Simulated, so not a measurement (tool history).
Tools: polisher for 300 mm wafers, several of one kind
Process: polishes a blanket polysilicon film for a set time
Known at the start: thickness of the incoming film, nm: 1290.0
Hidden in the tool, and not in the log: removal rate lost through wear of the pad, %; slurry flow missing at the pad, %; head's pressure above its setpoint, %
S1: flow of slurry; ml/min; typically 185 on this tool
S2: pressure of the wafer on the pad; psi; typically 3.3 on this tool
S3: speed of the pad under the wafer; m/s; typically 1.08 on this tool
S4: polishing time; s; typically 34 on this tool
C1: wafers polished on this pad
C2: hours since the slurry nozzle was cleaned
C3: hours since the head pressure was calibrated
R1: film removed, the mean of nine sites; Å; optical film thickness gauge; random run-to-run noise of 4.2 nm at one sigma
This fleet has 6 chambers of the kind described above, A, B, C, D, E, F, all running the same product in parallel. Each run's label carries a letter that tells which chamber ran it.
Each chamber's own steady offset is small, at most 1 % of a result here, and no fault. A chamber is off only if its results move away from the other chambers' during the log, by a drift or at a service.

run,hour,S1,S2,S3,S4,C1,C2,C3,R1
# hour 2.3: chamber B: worn pad replaced by a new one
1A,5.7,185,3.3,1.08,34,576,366.7,682.8,4088.3
2F,11.1,185,3.3,1.08,34,227,130.2,529.1,4064.4
# hour 14.9: chamber C: worn pad replaced by a new one
3C,16.9,185,3.3,1.08,34,18,549.9,584.5,4141.2
4E,24.1,185,3.3,1.08,34,980,52.4,1022.3,4086.2
5D,30.4,185,3.3,1.08,34,533,295.2,363.8,4102.7
# hour 35.9: chamber A: worn pad replaced by a new one
# hour 36.6: chamber D: head pressure recalibrated
6B,39.1,185,3.3,1.08,34,335,524.8,283.1,4101.1
# hour 47.5: chamber F: worn pad replaced by a new one
7A,47.8,185,3.3,1.08,34,109,408.8,724.9,4033.1
8C,53.7,185,3.3,1.08,34,353,586.7,621.3,4039.5
# hour 53.8: chamber E: worn pad replaced by a new one
9D,62.7,185,3.3,1.08,34,827,327.5,26.2,4085.4
10B,72.0,185,3.3,1.08,34,635,557.7,316.0,4096.9
# hour 76.5: chamber C: worn pad replaced by a new one
11F,79.5,185,3.3,1.08,34,291,198.6,597.5,4040.3
# hour 84.6: chamber B: worn pad replaced by a new one
12E,87.4,185,3.3,1.08,34,306,115.7,1085.6,4104.7
13C,93.0,185,3.3,1.08,34,150,626.0,660.6,4138.0
14E,102.1,185,3.3,1.20,39,439,130.4,1100.3,5199.2
15F,110.9,185,3.3,1.20,39,577,230.0,628.9,5199.6
# hour 111.7: chamber F: worn pad replaced by a new one
16B,119.5,185,3.3,1.20,39,317,605.2,363.5,5189.7
# hour 122.1: chamber A: worn pad replaced by a new one
17D,128.0,185,3.3,1.20,39,1421,392.8,91.5,5142.3
# hour 133.7: chamber D: worn pad replaced by a new one
18A,137.9,185,3.3,1.20,39,144,498.9,815.0,5235.6
# hour 139.3: chamber C: worn pad replaced by a new one
19D,147.1,185,3.3,1.20,39,122,411.9,110.6,5204.0
# hour 148.6: chamber F: slurry nozzle cleaned
20B,155.0,185,3.3,1.08,34,640,640.7,399.0,4041.9
21C,162.8,185,3.3,1.08,34,213,695.8,730.4,4013.8
# hour 163.1: chamber E: head pressure recalibrated
# hour 164.1: chamber B: worn pad replaced by a new one
# hour 168.4: chamber F: worn pad replaced by a new one
22E,171.0,185,3.3,1.08,34,1067,199.3,7.9,4457.0
# hour 175.3: chamber E: worn pad replaced by a new one
23A,176.1,185,3.3,1.08,34,491,537.1,853.2,4131.3
24F,185.1,165,3.3,1.08,34,152,36.6,703.1,4062.9
25E,195.9,165,3.3,1.08,34,188,224.2,32.8,4382.9
# hour 202.5: chamber C: worn pad replaced by a new one
26C,203.4,165,3.3,1.08,34,8,736.4,771.0,4040.8
# hour 203.6: chamber A: worn pad replaced by a new one
27B,209.7,165,3.3,1.08,34,415,695.4,453.7,3993.5
28F,215.4,165,3.3,1.08,34,428,66.9,733.4,3955.4
29A,222.1,165,3.3,1.08,34,168,583.1,899.2,3964.0
30D,228.0,185,3.3,1.08,34,859,492.8,191.5,4113.5
# hour 231.6: chamber F: worn pad replaced by a new one
31C,238.8,135,3.3,1.08,24,330,771.8,806.4,2715.0
# hour 239.1: chamber D: slurry nozzle cleaned
# hour 240.0: chamber B: worn pad replaced by a new one
# hour 241.8: chamber B: slurry nozzle cleaned
32F,244.6,135,3.3,1.08,24,118,96.1,762.6,2755.5
33D,251.9,135,3.3,1.08,24,1076,12.8,215.4,2707.2
# hour 254.2: chamber A: slurry nozzle cleaned
34A,258.3,135,3.3,1.08,24,498,4.1,935.4,2741.5
# hour 261.7: chamber C: worn pad replaced by a new one
35B,266.8,135,3.3,1.08,24,244,25.1,510.8,2680.2
36E,271.7,135,3.3,1.08,24,878,300.0,108.6,2969.5
37B,281.9,185,3.3,0.94,34,382,40.2,525.9,3546.7
# hour 284.3: chamber F: worn pad replaced by a new one
38F,292.8,185,3.3,0.94,34,78,144.3,810.8,3535.8
39C,301.1,185,3.3,0.94,34,359,834.1,868.7,3539.2

Decide between three cases: one chamber stands off from its peers, the gauge reading all wafers drifts, or nothing is wrong past each chamber's small offset. Where a chamber is off, say which and what most likely put it there.

Chamber E came out of a service off from its peers and stayed that way.
Cause: head's pressure above its setpoint, % = 8.91.

Below are 4 candidate recipes for chamber E's next run, each the usual settings with a change, their results shown as question marks. Which of them brings E's results back in line with what the other chambers give on the usual settings?
To be in line, a result may differ from the other chambers' mean on the usual settings by at most: R1 150.0 Å
40E-1,309.0,185,3.2,1.04,33,,,,?
40E-2,309.0,185,3.3,1.08,37,,,,?
40E-3,309.0,185,3.5,1.14,36,,,,?
40E-4,309.0,185,3.1,1.04,32,,,,?

Other chambers, usual settings, mean: R1 4071.6 Å
run,R1
40E-1,4040.9
40E-2,4851.8
40E-3,5284.4
40E-4,3796.3
It is 40E-1 that realigns the chamber with its peers.

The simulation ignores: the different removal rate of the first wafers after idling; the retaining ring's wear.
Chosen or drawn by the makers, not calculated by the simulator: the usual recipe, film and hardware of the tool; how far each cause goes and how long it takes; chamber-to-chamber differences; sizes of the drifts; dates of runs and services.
